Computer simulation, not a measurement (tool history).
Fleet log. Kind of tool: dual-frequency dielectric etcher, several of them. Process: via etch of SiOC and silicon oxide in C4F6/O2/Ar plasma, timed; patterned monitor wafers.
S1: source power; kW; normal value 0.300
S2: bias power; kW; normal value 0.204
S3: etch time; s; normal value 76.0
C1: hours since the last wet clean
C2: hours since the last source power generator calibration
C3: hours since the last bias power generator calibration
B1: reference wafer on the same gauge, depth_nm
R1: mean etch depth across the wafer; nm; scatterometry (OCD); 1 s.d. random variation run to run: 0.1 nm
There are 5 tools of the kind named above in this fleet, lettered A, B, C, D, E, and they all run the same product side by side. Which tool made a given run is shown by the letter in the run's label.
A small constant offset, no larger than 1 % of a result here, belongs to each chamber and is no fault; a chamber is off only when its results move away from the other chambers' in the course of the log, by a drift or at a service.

run	hour	S1	S2	S3	C1	C2	C3	B1	R1
1C	10.3	0.300	0.204	76.0	66.9	1034.5	2258.9	94.486	79.936
2E	23.6	0.300	0.204	76.0	155.0	3032.4	3720.7	94.467	80.356
3D	34.0	0.300	0.204	76.0	181.1	204.4	3175.9	94.468	80.066
4B	43.4	0.300	0.204	76.0	322.3	1024.9	1955.7	94.444	80.742
5A	55.3	0.300	0.204	76.0	424.1	1664.0	256.8	94.442	79.597
6B	67.4	0.370	0.204	76.0	346.3	1048.9	1979.7	94.431	87.447
7E	74.2	0.370	0.204	76.0	205.6	3083.0	3771.3	94.403	87.238
8D	84.5	0.370	0.204	76.0	231.6	254.9	3226.4	94.419	86.726
9A	93.1	0.370	0.204	76.0	461.9	1701.8	294.6	94.381	86.057
# hour 100.2: chamber A: wet clean of the chamber
10C	102.9	0.370	0.204	76.0	159.5	1127.1	2351.5	94.329	86.631
11B	109.5	0.300	0.204	76.0	388.4	1091.0	2021.8	94.381	80.638
# hour 114.2: chamber C: bias power generator calibrated
12D	123.4	0.300	0.204	76.0	270.5	293.8	3265.3	94.352	79.843
13C	136.1	0.300	0.204	76.0	192.7	1160.3	21.9	94.314	79.790
14A	150.5	0.300	0.223	53.5	50.4	1759.2	352.0	94.274	57.721
15E	157.3	0.300	0.223	53.5	288.7	3166.1	3854.4	94.339	58.295
16B	168.4	0.300	0.223	53.5	447.3	1149.9	2080.7	94.289	58.489
# hour 170.9: chamber B: wet clean of the chamber
17D	174.7	0.300	0.223	53.5	321.8	345.1	3316.6	94.277	57.982
18C	184.4	0.300	0.223	53.5	241.0	1208.6	70.2	94.251	57.880
19A	198.5	0.300	0.204	76.0	98.4	1807.2	400.0	94.250	79.348
# hour 208.2: chamber D: wet clean of the chamber
20E	212.0	0.330	0.204	76.0	343.4	3220.8	3909.1	94.261	83.469
21A	219.3	0.330	0.204	76.0	119.2	1828.0	420.8	94.213	82.333
22C	230.9	0.330	0.204	76.0	287.5	1255.1	116.7	94.242	82.790
23E	243.5	0.330	0.204	76.0	374.9	3252.3	3940.6	94.199	83.330
# hour 257.2: chamber C: wet clean of the chamber
24B	258.1	0.330	0.204	76.0	87.3	1239.6	2170.4	94.171	83.744
25D	269.3	0.300	0.204	76.0	61.1	439.7	3411.2	94.200	79.727
26E	278.6	0.330	0.204	60.0	410.0	3287.4	3975.7	94.165	65.839
# hour 282.9: chamber E: bias power generator calibrated
27D	291.6	0.330	0.204	60.0	83.4	462.0	3433.5	94.138	65.539
28B	305.3	0.330	0.204	60.0	134.5	1286.8	2217.6	94.111	65.930
29A	312.3	0.330	0.204	60.0	212.2	1921.0	513.8	94.126	65.087
30C	324.3	0.330	0.204	60.0	67.1	1348.5	210.1	94.106	65.191
31D	338.3	0.300	0.204	76.0	130.1	508.7	3480.2	94.097	79.740
32E	350.7	0.300	0.175	76.0	482.1	3359.5	67.8	94.066	76.146
33C	362.2	0.300	0.175	76.0	105.0	1386.4	248.0	94.042	75.483
34B	373.9	0.300	0.175	76.0	203.1	1355.4	2286.2	94.038	76.264
35A	385.3	0.300	0.175	76.0	285.2	1994.0	586.8	94.020	75.129

Has any chamber moved away from the others, gradually or after a service, or does the common gauge drift, or do the chambers differ only by their own small steady offsets? State the chamber and the most likely cause if one applies.

None of the chambers is off. What moves is the gauge, dragging all their readings along together.
Cause: gauge reads low (%) = 0.526.
